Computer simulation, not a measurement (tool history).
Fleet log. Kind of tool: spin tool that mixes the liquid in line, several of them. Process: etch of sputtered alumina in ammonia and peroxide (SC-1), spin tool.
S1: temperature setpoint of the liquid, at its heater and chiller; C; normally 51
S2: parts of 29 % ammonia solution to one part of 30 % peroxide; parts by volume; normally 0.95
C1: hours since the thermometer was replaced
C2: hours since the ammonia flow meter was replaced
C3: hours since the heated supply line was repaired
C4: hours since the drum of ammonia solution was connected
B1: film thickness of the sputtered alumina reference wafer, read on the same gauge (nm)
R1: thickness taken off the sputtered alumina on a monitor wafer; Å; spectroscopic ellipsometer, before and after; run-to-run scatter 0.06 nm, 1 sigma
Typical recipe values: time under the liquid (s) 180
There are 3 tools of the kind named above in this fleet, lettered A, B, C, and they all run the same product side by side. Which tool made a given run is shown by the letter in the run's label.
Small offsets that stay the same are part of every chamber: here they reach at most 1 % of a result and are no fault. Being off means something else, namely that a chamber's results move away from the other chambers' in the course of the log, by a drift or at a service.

At hour 6.3: chamber C: new drum of ammonia solution connected.
Run 1C, hour 7.3: usual settings; C1 831.2; C2 1137.5; C3 1139.2; C4 1.0; B1 59.945. Result: R1 71.656 Å.
Run 2A, hour 15.2: usual settings; C1 994.3; C2 32.6; C3 174.7; C4 968.7; B1 60.018. Result: R1 71.598 Å.
Run 3B, hour 19.9: usual settings; C1 599.2; C2 302.0; C3 1364.1; C4 487.4; B1 60.036. Result: R1 71.835 Å.
Run 4A, hour 25.9: usual settings; C1 1005.0; C2 43.3; C3 185.4; C4 979.4; B1 59.989. Result: R1 71.971 Å.
Run 5B, hour 30.8: usual settings; C1 610.1; C2 312.9; C3 1375.0; C4 498.3; B1 59.968. Result: R1 71.728 Å.
Run 6C, hour 37.3: usual settings; C1 861.2; C2 1167.5; C3 1169.2; C4 31.0; B1 59.989. Result: R1 72.806 Å.
Run 7A, hour 43.3: usual settings; C1 1022.4; C2 60.7; C3 202.8; C4 996.8; B1 60.005. Result: R1 70.372 Å.
Run 8C, hour 48.5: usual settings; C1 872.4; C2 1178.7; C3 1180.4; C4 42.2; B1 60.037. Result: R1 71.895 Å.
At hour 54.4: chamber C: thermometer replaced.
Run 9B, hour 55.5: usual settings but S1 43 C, time under the liquid (s) 250; C1 634.8; C2 337.6; C3 1399.7; C4 523.0; B1 60.064. Result: R1 64.331 Å.
Run 10A, hour 62.6: usual settings but S1 43 C, time under the liquid (s) 250; C1 1041.7; C2 80.0; C3 222.1; C4 1016.1; B1 59.964. Result: R1 63.374 Å.
Run 11C, hour 68.2: usual settings but S1 43 C, time under the liquid (s) 250; C1 13.9; C2 1198.4; C3 1200.1; C4 61.9; B1 60.031. Result: R1 64.591 Å.
Run 12B, hour 74.2: usual settings; C1 653.5; C2 356.3; C3 1418.4; C4 541.7; B1 59.994. Result: R1 71.275 Å.
Run 13C, hour 81.2: usual settings; C1 26.9; C2 1211.4; C3 1213.1; C4 74.9; B1 59.986. Result: R1 72.256 Å.
Run 14B, hour 84.6: usual settings; C1 663.9; C2 366.7; C3 1428.8; C4 552.1; B1 60.000. Result: R1 71.451 Å.
Run 15A, hour 91.2: usual settings; C1 1070.3; C2 108.6; C3 250.7; C4 1044.7; B1 60.050. Result: R1 70.589 Å.
Run 16A, hour 95.2: usual settings; C1 1074.3; C2 112.6; C3 254.7; C4 1048.7; B1 60.018. Result: R1 68.535 Å.
Run 17C, hour 99.0: usual settings; C1 44.7; C2 1229.2; C3 1230.9; C4 92.7; B1 60.017. Result: R1 72.433 Å.
Run 18B, hour 104.8: usual settings; C1 684.1; C2 386.9; C3 1449.0; C4 572.3; B1 59.997. Result: R1 71.208 Å.
Run 19C, hour 110.6: usual settings; C1 56.3; C2 1240.8; C3 1242.5; C4 104.3; B1 60.054. Result: R1 71.988 Å.
Run 20B, hour 117.3: usual settings but S1 48 C, S2 0.80 parts by volume; C1 696.6; C2 399.4; C3 1461.5; C4 584.8; B1 59.977. Result: R1 59.313 Å.
Run 21A, hour 123.5: usual settings but S1 48 C, S2 0.80 parts by volume; C1 1102.6; C2 140.9; C3 283.0; C4 1077.0; B1 59.996. Result: R1 56.940 Å.
Run 22C, hour 128.2: usual settings but S1 48 C, S2 0.80 parts by volume; C1 73.9; C2 1258.4; C3 1260.1; C4 121.9; B1 60.003. Result: R1 60.541 Å.
Run 23A, hour 134.5: usual settings; C1 1113.6; C2 151.9; C3 294.0; C4 1088.0; B1 60.004. Result: R1 66.887 Å.
Run 24B, hour 139.8: usual settings but S2 1.15 parts by volume, time under the liquid (s) 95; C1 719.1; C2 421.9; C3 1484.0; C4 607.3; B1 60.017. Result: R1 38.421 Å.
Run 25C, hour 145.6: usual settings but S2 1.15 parts by volume, time under the liquid (s) 95; C1 91.3; C2 1275.8; C3 1277.5; C4 139.3; B1 60.031. Result: R1 39.222 Å.
Run 26B, hour 152.1: usual settings but S2 1.15 parts by volume, time under the liquid (s) 95; C1 731.4; C2 434.2; C3 1496.3; C4 619.6; B1 60.023. Result: R1 38.285 Å.
Run 27A, hour 157.5: usual settings; C1 1136.6; C2 174.9; C3 317.0; C4 1111.0; B1 60.040. Result: R1 65.638 Å.
At hour 158.7: chamber B: new drum of ammonia solution connected.
Run 28B, hour 161.3: usual settings; C1 740.6; C2 443.4; C3 1505.5; C4 2.7; B1 60.051. Result: R1 72.554 Å.
Run 29C, hour 168.1: usual settings; C1 113.8; C2 1298.3; C3 1300.0; C4 161.8; B1 59.976. Result: R1 73.268 Å.

Does one chamber stand apart from the rest, does the shared gauge drift, or is all well apart from small per-chamber offsets? Give the chamber and the most likely cause, where there is one.

Chamber A drifts away from the others.
What lies behind it: liquid colder than its thermometer reads (K) = 1.81.
The log may not tell that from: temperature lost on the way to the wafer (K).

Chamber A could run next with any of the 4 candidate recipes listed below; each alters the usual settings, and their results appear as question marks. Which one brings its results back in line with what the other chambers deliver on the usual settings?
Counts as in line when no further than this from what the other chambers average on the usual settings: R1 2.100 Å
Run 30A-1, hour 173.8: usual settings but S1 50.0 C, time under the liquid (s) 170. Result: R1 ?.
Run 30A-2, hour 173.8: usual settings but S1 50.5 C, time under the liquid (s) 175. Result: R1 ?.
Run 30A-3, hour 173.8: usual settings but time under the liquid (s) 200. Result: R1 ?.
Run 30A-4, hour 173.8: usual settings but S1 51.5 C, time under the liquid (s) 185. Result: R1 ?.

Usual-settings mean across the other chambers: R1 72.137 Å
  run      R1
30A-1  57.787
30A-2  61.162
30A-3  71.822
30A-4  68.294
The right change is 30A-3: it brings the chamber back within the allowed miss of the others.
